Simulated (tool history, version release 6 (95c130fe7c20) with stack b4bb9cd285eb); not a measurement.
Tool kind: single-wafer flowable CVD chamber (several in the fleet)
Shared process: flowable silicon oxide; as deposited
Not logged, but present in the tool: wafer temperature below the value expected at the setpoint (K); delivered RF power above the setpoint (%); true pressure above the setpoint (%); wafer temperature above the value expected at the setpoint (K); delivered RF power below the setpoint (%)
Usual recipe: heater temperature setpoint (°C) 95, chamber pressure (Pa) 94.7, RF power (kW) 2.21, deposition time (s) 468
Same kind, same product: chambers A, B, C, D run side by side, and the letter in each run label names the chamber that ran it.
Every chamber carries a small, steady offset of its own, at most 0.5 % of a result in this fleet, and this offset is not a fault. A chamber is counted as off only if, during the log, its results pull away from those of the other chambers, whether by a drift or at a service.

| run | hour | heater temperature setpoint (°C) | chamber pressure (Pa) | RF power (kW) | deposition time (s) | hours since the last thermocouple change | hours since the last RF generator calibration | hours since the last manometer calibration | read-back reference wafer on the same gauge, thickness_nm | mean film thickness on the monitor wafer (nm) |
|---|---|---|---|---|---|---|---|---|---|---|
| 1D | 8.7 | 95 | 94.7 | 2.21 | 468 | 327.9 | 157.9 | 47.6 | 334.98 | 292.42 |
| 2C | 16 | 95 | 94.7 | 2.21 | 468 | 907.3 | 804.2 | 2666.9 | 334.95 | 291.49 |
| 3A | 22.7 | 95 | 94.7 | 2.21 | 468 | 2305.1 | 1007 | 1138.5 | 334.95 | 293.02 |
| 4B | 29.1 | 95 | 94.7 | 2.21 | 468 | 163.7 | 536 | 64.5 | 335.11 | 293.93 |
| 5C | 35.4 | 95 | 94.7 | 2.21 | 468 | 926.7 | 823.6 | 2686.3 | 334.91 | 291.84 |
| 6B | 44.5 | 108 | 94.7 | 2.21 | 524 | 179.1 | 551.4 | 79.9 | 334.91 | 214.02 |
| 7A | 54.4 | 108 | 94.7 | 2.21 | 524 | 2336.8 | 1038.7 | 1170.2 | 335.1 | 214.79 |
| 8D | 60.9 | 108 | 94.7 | 2.21 | 524 | 380.1 | 210.1 | 99.8 | 335.09 | 214.05 |
| 9A | 67.9 | 108 | 94.7 | 2.21 | 524 | 2350.3 | 1052.2 | 1183.7 | 334.84 | 213.95 |
| 10D | 77.2 | 95 | 94.7 | 2.21 | 468 | 396.4 | 226.4 | 116.1 | 335.09 | 293.49 |
|  | 82.2 | chamber C: RF generator calibrated |
| 11C | 88.2 | 95 | 94.7 | 2.21 | 468 | 979.5 | 6 | 2739.1 | 335.02 | 290.98 |
|  | 98.7 | chamber A: thermocouple changed; heater temperature recalibrated |
| 12B | 99.8 | 95 | 94.7 | 2.21 | 468 | 234.4 | 606.7 | 135.2 | 334.93 | 293.05 |
| 13B | 110.2 | 95 | 94.7 | 2.21 | 468 | 244.8 | 617.1 | 145.6 | 335.03 | 293.42 |
| 14A | 117.9 | 95 | 94.7 | 2.21 | 468 | 19.3 | 1102.2 | 1233.7 | 334.8 | 298.01 |
| 15C | 129.1 | 95 | 94.7 | 2.21 | 468 | 1020.4 | 46.9 | 2780 | 334.99 | 291.16 |
| 16D | 139.1 | 95 | 76.1 | 2.21 | 468 | 458.3 | 288.3 | 178 | 335.06 | 216.94 |
| 17C | 146.4 | 95 | 76.1 | 2.21 | 468 | 1037.7 | 64.2 | 2797.3 | 334.94 | 215.74 |
| 18B | 157.6 | 95 | 76.1 | 2.21 | 468 | 292.2 | 664.5 | 193 | 334.89 | 216.25 |
| 19A | 169.2 | 95 | 76.1 | 2.21 | 468 | 70.6 | 1153.5 | 1285 | 334.85 | 220.41 |
| 20D | 180.9 | 95 | 94.7 | 2.21 | 468 | 500.1 | 330.1 | 219.8 | 335.02 | 293.09 |
| 21A | 186.7 | 95 | 94.7 | 2.21 | 468 | 88.1 | 1171 | 1302.5 | 334.8 | 299.36 |
| 22B | 193.6 | 95 | 94.7 | 2.21 | 468 | 328.2 | 700.5 | 229 | 334.9 | 293.3 |
| 23C | 198.8 | 95 | 94.7 | 1.965 | 554 | 1090.1 | 116.6 | 2849.7 | 334.91 | 336.56 |
| 24D | 210.2 | 95 | 94.7 | 1.965 | 554 | 529.4 | 359.4 | 249.1 | 334.94 | 339.46 |
| 25C | 220.7 | 95 | 94.7 | 1.965 | 554 | 1112 | 138.5 | 2871.6 | 334.87 | 336.55 |
| 26D | 232.1 | 95 | 94.7 | 1.965 | 554 | 551.3 | 381.3 | 271 | 334.86 | 339.94 |
| 27B | 237.3 | 95 | 94.7 | 2.21 | 468 | 371.9 | 744.2 | 272.7 | 335.15 | 292.17 |
| 28A | 249.1 | 95 | 94.7 | 2.21 | 468 | 150.5 | 1233.4 | 1364.9 | 334.97 | 299.71 |
| 29C | 255.7 | 95 | 94.7 | 2.21 | 468 | 1147 | 173.5 | 2906.6 | 334.8 | 290.04 |
|  | 257 | chamber C: capacitance manometer re-zeroed and calibrated |
| 30B | 266.4 | 95 | 94.7 | 2.21 | 468 | 401 | 773.3 | 301.8 | 335.06 | 292.7 |
| 31D | 276.3 | 100 | 94.7 | 2.52 | 468 | 595.5 | 425.5 | 315.2 | 334.99 | 253.74 |
| 32A | 284.6 | 100 | 94.7 | 2.52 | 468 | 186 | 1268.9 | 1400.4 | 335.18 | 259.05 |
| 33C | 295.5 | 100 | 94.7 | 2.52 | 468 | 1186.8 | 213.3 | 38.5 | 335.03 | 251.4 |

One chamber off, gauge drift, or nothing amiss beyond the chambers' own small offsets? If it is a chamber, which one, and what is the likeliest cause?

Chamber A has stood off from the others ever since a service on it.
Most likely cause: wafer temperature below the value expected at the setpoint (K) = 0.609.

Below are 4 candidate recipes for chamber A's next run, each the usual settings with a change, their results shown as question marks. Which of them brings A's results back in line with what the other chambers give on the usual settings?
Maximum distance from the other chambers' mean on the usual settings for a result to count as in line: mean film thickness on the monitor wafer (nm) 2.4
| 34A-1 | 304 | 95 | 94.1 | 2.21 | 468 |  |  |  |  | ? |
| 34A-2 | 304 | 95 | 94.7 | 2.21 | 478 |  |  |  |  | ? |
| 34A-3 | 304 | 95 | 93.2 | 2.21 | 468 |  |  |  |  | ? |
| 34A-4 | 304 | 95 | 95.1 | 2.21 | 468 |  |  |  |  | ? |

What the other chambers average on the usual settings: mean film thickness on the monitor wafer (nm) 292.65
| run | mean film thickness on the monitor wafer (nm) |
|---|---|
| 34A-1 | 296.73 |
| 34A-2 | 305.45 |
| 34A-3 | 292.67 |
| 34A-4 | 300.81 |
The answer is 34A-3, which returns the chamber to within the allowed miss of the others.
